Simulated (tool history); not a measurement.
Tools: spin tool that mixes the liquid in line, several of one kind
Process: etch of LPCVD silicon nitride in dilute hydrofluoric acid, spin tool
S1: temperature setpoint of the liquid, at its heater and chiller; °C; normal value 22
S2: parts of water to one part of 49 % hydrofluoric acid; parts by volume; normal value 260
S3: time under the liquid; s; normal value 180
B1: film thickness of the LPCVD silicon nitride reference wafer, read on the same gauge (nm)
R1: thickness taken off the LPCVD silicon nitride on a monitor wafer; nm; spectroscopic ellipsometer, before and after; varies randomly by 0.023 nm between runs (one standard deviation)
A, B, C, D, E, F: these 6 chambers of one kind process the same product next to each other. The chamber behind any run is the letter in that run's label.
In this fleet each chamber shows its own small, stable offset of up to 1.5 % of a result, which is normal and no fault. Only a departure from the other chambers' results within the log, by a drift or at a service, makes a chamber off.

{"run": "1C", "hour": 13.9, "S1": 22, "S2": 260, "S3": 180, "B1": 59.992, "R1": 0.30332}
{"run": "2F", "hour": 21.7, "S1": 22, "S2": 260, "S3": 180, "B1": 60.01, "R1": 0.32873}
{"run": "3A", "hour": 36.8, "S1": 22, "S2": 260, "S3": 180, "B1": 59.994, "R1": 0.33406}
{"run": "4D", "hour": 44.7, "S1": 22, "S2": 260, "S3": 180, "B1": 60.006, "R1": 0.33068}
{"run": "5B", "hour": 53.2, "S1": 22, "S2": 260, "S3": 180, "B1": 60.001, "R1": 0.33535}
{"run": "6E", "hour": 60.5, "S1": 22, "S2": 260, "S3": 180, "B1": 59.99, "R1": 0.31375}
{"run": "7D", "hour": 76.2, "S1": 22, "S2": 260, "S3": 180, "B1": 60.023, "R1": 0.33129}
{"hour": 84.5, "done": "chamber C: hydrofluoric acid flow meter replaced"}
{"run": "8C", "hour": 87.0, "S1": 22, "S2": 260, "S3": 180, "B1": 59.983, "R1": 0.31977}
{"run": "9A", "hour": 100.2, "S1": 22, "S2": 260, "S3": 180, "B1": 60.032, "R1": 0.32351}
{"run": "10F", "hour": 115.9, "S1": 22, "S2": 260, "S3": 180, "B1": 60.001, "R1": 0.33814}
{"run": "11B", "hour": 126.8, "S1": 22, "S2": 260, "S3": 180, "B1": 60.016, "R1": 0.32396}
{"hour": 140.6, "done": "chamber E: thermometer replaced"}
{"run": "12E", "hour": 142.8, "S1": 22, "S2": 260, "S3": 180, "B1": 60.025, "R1": 0.28764}
{"run": "13B", "hour": 149.9, "S1": 22, "S2": 260, "S3": 180, "B1": 60.01, "R1": 0.31757}
{"run": "14E", "hour": 163.9, "S1": 22, "S2": 260, "S3": 180, "B1": 59.988, "R1": 0.31947}
{"run": "15C", "hour": 175.8, "S1": 22, "S2": 260, "S3": 180, "B1": 59.991, "R1": 0.31046}
{"run": "16D", "hour": 183.2, "S1": 22, "S2": 260, "S3": 180, "B1": 60.001, "R1": 0.32207}
{"run": "17F", "hour": 194.8, "S1": 22, "S2": 260, "S3": 180, "B1": 60.009, "R1": 0.33302}
{"run": "18A", "hour": 205.8, "S1": 22, "S2": 260, "S3": 180, "B1": 60.02, "R1": 0.3035}
{"run": "19F", "hour": 215.3, "S1": 22, "S2": 260, "S3": 180, "B1": 59.981, "R1": 0.35531}
{"run": "20C", "hour": 223.8, "S1": 22, "S2": 260, "S3": 180, "B1": 59.978, "R1": 0.35231}
{"run": "21E", "hour": 235.5, "S1": 22, "S2": 260, "S3": 180, "B1": 59.974, "R1": 0.32056}
{"run": "22A", "hour": 243.0, "S1": 22, "S2": 135, "S3": 180, "B1": 60.028, "R1": 0.57071}
{"run": "23D", "hour": 254.1, "S1": 22, "S2": 135, "S3": 180, "B1": 59.979, "R1": 0.59161}
{"run": "24B", "hour": 261.3, "S1": 22, "S2": 135, "S3": 180, "B1": 59.994, "R1": 0.66246}
{"run": "25E", "hour": 274.7, "S1": 22, "S2": 135, "S3": 180, "B1": 60.018, "R1": 0.67864}
{"run": "26A", "hour": 284.8, "S1": 22, "S2": 135, "S3": 180, "B1": 59.99, "R1": 0.56399}
{"run": "27C", "hour": 300.9, "S1": 22, "S2": 135, "S3": 180, "B1": 60.001, "R1": 0.68662}
{"hour": 303.4, "done": "chamber F: thermometer replaced"}
{"run": "28F", "hour": 315.2, "S1": 22, "S2": 260, "S3": 180, "B1": 60.012, "R1": 0.28685}
{"hour": 322.9, "done": "chamber B: hydrofluoric acid flow meter replaced"}
{"run": "29B", "hour": 329.9, "S1": 22, "S2": 260, "S3": 180, "B1": 60.023, "R1": 0.38093}
{"run": "30D", "hour": 343.0, "S1": 22, "S2": 260, "S3": 180, "B1": 59.969, "R1": 0.32521}
{"run": "31F", "hour": 357.8, "S1": 22, "S2": 180, "S3": 180, "B1": 59.987, "R1": 0.44267}
{"run": "32B", "hour": 366.5, "S1": 22, "S2": 180, "S3": 180, "B1": 59.997, "R1": 0.42448}
{"run": "33E", "hour": 376.1, "S1": 22, "S2": 180, "S3": 180, "B1": 60.02, "R1": 0.51814}
{"run": "34C", "hour": 391.9, "S1": 22, "S2": 180, "S3": 180, "B1": 60.0, "R1": 0.42709}
{"run": "35D", "hour": 405.7, "S1": 22, "S2": 180, "S3": 180, "B1": 60.0, "R1": 0.44937}
{"hour": 413.9, "done": "chamber A: thermometer replaced"}
{"run": "36A", "hour": 416.2, "S1": 22, "S2": 180, "S3": 180, "B1": 59.986, "R1": 0.40913}
{"run": "37F", "hour": 427.9, "S1": 22, "S2": 260, "S3": 180, "B1": 59.988, "R1": 0.35229}
{"run": "38C", "hour": 434.8, "S1": 22, "S2": 260, "S3": 180, "B1": 60.002, "R1": 0.32451}
{"run": "39A", "hour": 449.1, "S1": 22, "S2": 260, "S3": 180, "B1": 60.013, "R1": 0.28953}
{"run": "40B", "hour": 456.1, "S1": 22, "S2": 260, "S3": 180, "B1": 60.008, "R1": 0.34706}
{"run": "41E", "hour": 471.7, "S1": 22, "S2": 260, "S3": 180, "B1": 59.998, "R1": 0.34446}
{"run": "42D", "hour": 481.1, "S1": 22, "S2": 260, "S3": 180, "B1": 59.996, "R1": 0.30497}
{"run": "43C", "hour": 496.2, "S1": 22, "S2": 260, "S3": 180, "B1": 60.005, "R1": 0.34237}

Each of the 6 chambers runs these same settings next. Fill in every chamber's results:
{"run": "44A", "hour": 507.7, "S1": 22, "S2": 310, "S3": 180, "R1": "?"}
{"run": "44B", "hour": 507.7, "S1": 22, "S2": 310, "S3": 180, "R1": "?"}
{"run": "44C", "hour": 507.7, "S1": 22, "S2": 310, "S3": 180, "R1": "?"}
{"run": "44D", "hour": 507.7, "S1": 22, "S2": 310, "S3": 180, "R1": "?"}
{"run": "44E", "hour": 507.7, "S1": 22, "S2": 310, "S3": 180, "R1": "?"}
{"run": "44F", "hour": 507.7, "S1": 22, "S2": 310, "S3": 180, "R1": "?"}

run=44A R1=0.26346
run=44B R1=0.27060
run=44C R1=0.30834
run=44D R1=0.24664
run=44E R1=0.28149
run=44F R1=0.25452

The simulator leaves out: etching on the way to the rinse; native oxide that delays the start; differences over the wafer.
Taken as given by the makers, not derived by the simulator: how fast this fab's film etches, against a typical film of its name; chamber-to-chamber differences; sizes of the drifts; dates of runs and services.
